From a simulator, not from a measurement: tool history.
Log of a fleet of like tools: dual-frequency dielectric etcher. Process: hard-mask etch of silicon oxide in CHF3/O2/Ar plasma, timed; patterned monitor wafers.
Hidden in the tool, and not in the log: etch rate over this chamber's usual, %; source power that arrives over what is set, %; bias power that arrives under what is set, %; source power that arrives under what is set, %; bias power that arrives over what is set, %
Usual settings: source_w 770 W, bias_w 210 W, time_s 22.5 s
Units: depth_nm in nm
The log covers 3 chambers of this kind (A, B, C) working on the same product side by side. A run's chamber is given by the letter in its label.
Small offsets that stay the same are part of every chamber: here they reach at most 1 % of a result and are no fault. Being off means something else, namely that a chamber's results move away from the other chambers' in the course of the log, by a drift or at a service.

| run | hour | source_w | bias_w | time_s | hours since the last wet clean | hours since the last source power generator calibration | hours since the last bias power generator calibration | read-back reference wafer on the same gauge, depth_nm | depth_nm |
|---|---|---|---|---|---|---|---|---|---|
| 1B | 5.2 | 770 | 210 | 22.5 | 201.8 | 1828.2 | 424.6 | 52.024 | 51.758 |
| 2C | 11.3 | 770 | 210 | 22.5 | 389.2 | 2033.3 | 73.3 | 52.024 | 51.521 |
| 3A | 17.9 | 770 | 210 | 22.5 | 74.7 | 3194.0 | 989.1 | 52.023 | 51.225 |
| 4C | 24.6 | 770 | 210 | 22.5 | 402.5 | 2046.6 | 86.6 | 52.052 | 51.676 |
|  | 25.1 | chamber A: source power generator calibrated |
| 5B | 32.9 | 770 | 210 | 22.5 | 229.5 | 1855.9 | 452.3 | 52.067 | 51.746 |
| 6A | 41.5 | 770 | 210 | 22.5 | 98.3 | 16.5 | 1012.7 | 52.080 | 51.261 |
| 7A | 49.4 | 770 | 240 | 26.5 | 106.2 | 24.4 | 1020.6 | 52.114 | 63.210 |
| 8C | 57.7 | 770 | 240 | 26.5 | 435.6 | 2079.7 | 119.7 | 52.120 | 63.599 |
| 9B | 62.6 | 770 | 240 | 26.5 | 259.2 | 1885.6 | 482.0 | 52.119 | 64.011 |
| 10B | 71.7 | 770 | 210 | 22.5 | 268.3 | 1894.7 | 491.1 | 52.131 | 51.696 |
| 11A | 78.3 | 630 | 192 | 22.5 | 135.1 | 53.3 | 1049.5 | 52.175 | 46.030 |
| 12C | 88.1 | 630 | 192 | 22.5 | 466.0 | 2110.1 | 150.1 | 52.187 | 46.480 |
| 13B | 94.4 | 630 | 192 | 22.5 | 291.0 | 1917.4 | 513.8 | 52.201 | 46.529 |
| 14A | 104.7 | 770 | 210 | 22.5 | 161.5 | 79.7 | 1075.9 | 52.219 | 51.325 |
| 15C | 110.4 | 770 | 210 | 22.5 | 488.3 | 2132.4 | 172.4 | 52.226 | 51.705 |
| 16C | 117.9 | 770 | 210 | 22.5 | 495.8 | 2139.9 | 179.9 | 52.236 | 51.838 |
| 17B | 124.2 | 770 | 210 | 22.5 | 320.8 | 1947.2 | 543.6 | 52.252 | 51.713 |
| 18A | 131.1 | 770 | 210 | 22.5 | 187.9 | 106.1 | 1102.3 | 52.273 | 51.392 |
| 19A | 140.9 | 770 | 210 | 22.5 | 197.7 | 115.9 | 1112.1 | 52.282 | 51.481 |
| 20B | 148.1 | 770 | 210 | 22.5 | 344.7 | 1971.1 | 567.5 | 52.308 | 51.981 |
| 21C | 156.8 | 880 | 210 | 22.5 | 534.7 | 2178.8 | 218.8 | 52.320 | 54.495 |

Which is it: a chamber that has drifted or been left off by a service, a gauge drift common to all chambers, or only each chamber's usual small offset? If a chamber is off, name it and its likeliest cause.

The gauge drifts, so all chambers seem to drift together. No chamber is off.
Cause: gauge reads high (%) = 0.658.

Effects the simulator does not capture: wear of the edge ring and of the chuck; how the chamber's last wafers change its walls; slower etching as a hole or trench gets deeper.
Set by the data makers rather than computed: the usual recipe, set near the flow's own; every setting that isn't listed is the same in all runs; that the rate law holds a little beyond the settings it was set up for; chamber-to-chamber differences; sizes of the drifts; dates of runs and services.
